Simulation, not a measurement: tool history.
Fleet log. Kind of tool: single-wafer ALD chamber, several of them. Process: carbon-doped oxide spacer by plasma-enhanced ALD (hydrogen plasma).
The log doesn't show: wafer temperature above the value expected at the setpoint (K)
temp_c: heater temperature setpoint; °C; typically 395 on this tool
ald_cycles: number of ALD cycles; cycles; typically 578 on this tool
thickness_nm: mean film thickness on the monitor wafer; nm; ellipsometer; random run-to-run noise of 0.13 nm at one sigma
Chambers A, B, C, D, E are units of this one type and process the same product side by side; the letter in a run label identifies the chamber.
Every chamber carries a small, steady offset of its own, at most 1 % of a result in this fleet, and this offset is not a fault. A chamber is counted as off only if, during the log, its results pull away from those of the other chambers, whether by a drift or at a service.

run	hour	temp_c	ald_cycles	hours since the last thermocouple change	read-back reference wafer on the same gauge, thickness_nm	thickness_nm
1E	4.1	395	578	734.5	24.405	28.710
2D	8.9	395	578	88.6	24.413	29.104
3C	14.0	395	578	1786.5	24.392	28.592
4A	18.2	395	578	1934.3	24.408	28.764
5B	22.3	395	578	898.7	24.403	28.786
6D	27.8	395	578	107.5	24.409	29.046
# hour 30.6: chamber C: thermocouple changed; heater temperature recalibrated
7A	32.8	395	578	1948.9	24.410	28.622
8B	36.7	395	578	913.1	24.393	28.733
9E	40.2	395	578	770.6	24.412	28.930
10C	44.8	395	578	14.3	24.408	28.889
11C	48.1	395	578	17.6	24.393	28.720
12E	50.7	385	466	781.1	24.381	23.296
13A	55.5	385	466	1971.6	24.374	23.153
14B	60.5	385	466	936.9	24.405	23.109
15D	63.6	385	466	143.3	24.424	23.384
16B	69.2	385	466	945.6	24.373	23.255
17C	74.3	395	578	43.8	24.399	28.838
18D	79.3	395	578	159.0	24.367	29.100
19A	84.8	395	578	2000.9	24.416	28.807
20E	89.1	395	578	819.5	24.417	28.703
21D	94.0	395	578	173.7	24.396	28.634
22C	97.3	395	578	66.8	24.393	28.564
23B	101.8	395	578	978.2	24.393	28.629
24E	106.0	395	578	836.4	24.396	28.812
25A	111.5	395	578	2027.6	24.375	28.701
26E	114.5	395	578	844.9	24.395	28.758
27A	119.2	395	578	2035.3	24.388	28.714
28B	123.7	395	578	1000.1	24.390	28.506
29C	127.5	395	578	97.0	24.394	28.774
30D	132.5	395	578	212.2	24.403	28.946
31D	137.3	395	578	217.0	24.406	28.857
32E	140.1	395	578	870.5	24.392	28.960
33C	145.2	395	578	114.7	24.383	28.747
34A	149.1	395	578	2065.2	24.409	28.768
35B	151.5	395	578	1027.9	24.416	28.786
36C	155.6	395	578	125.1	24.396	28.719
37A	159.9	395	578	2076.0	24.424	28.801
38D	164.6	395	578	244.3	24.397	29.143
39E	169.8	395	578	900.2	24.444	28.932
40B	174.2	395	578	1050.6	24.400	28.607
41D	176.8	395	578	256.5	24.403	28.835
42B	180.1	395	578	1056.5	24.393	28.660
43E	184.6	395	578	915.0	24.374	28.752
44C	187.2	395	578	156.7	24.395	28.768

Decide between three cases: one chamber stands off from its peers, the gauge reading all wafers drifts, or nothing is wrong past each chamber's small offset. Where a chamber is off, say which and what most likely put it there.

No chamber stands off beyond its own small offset, and the gauge holds steady.
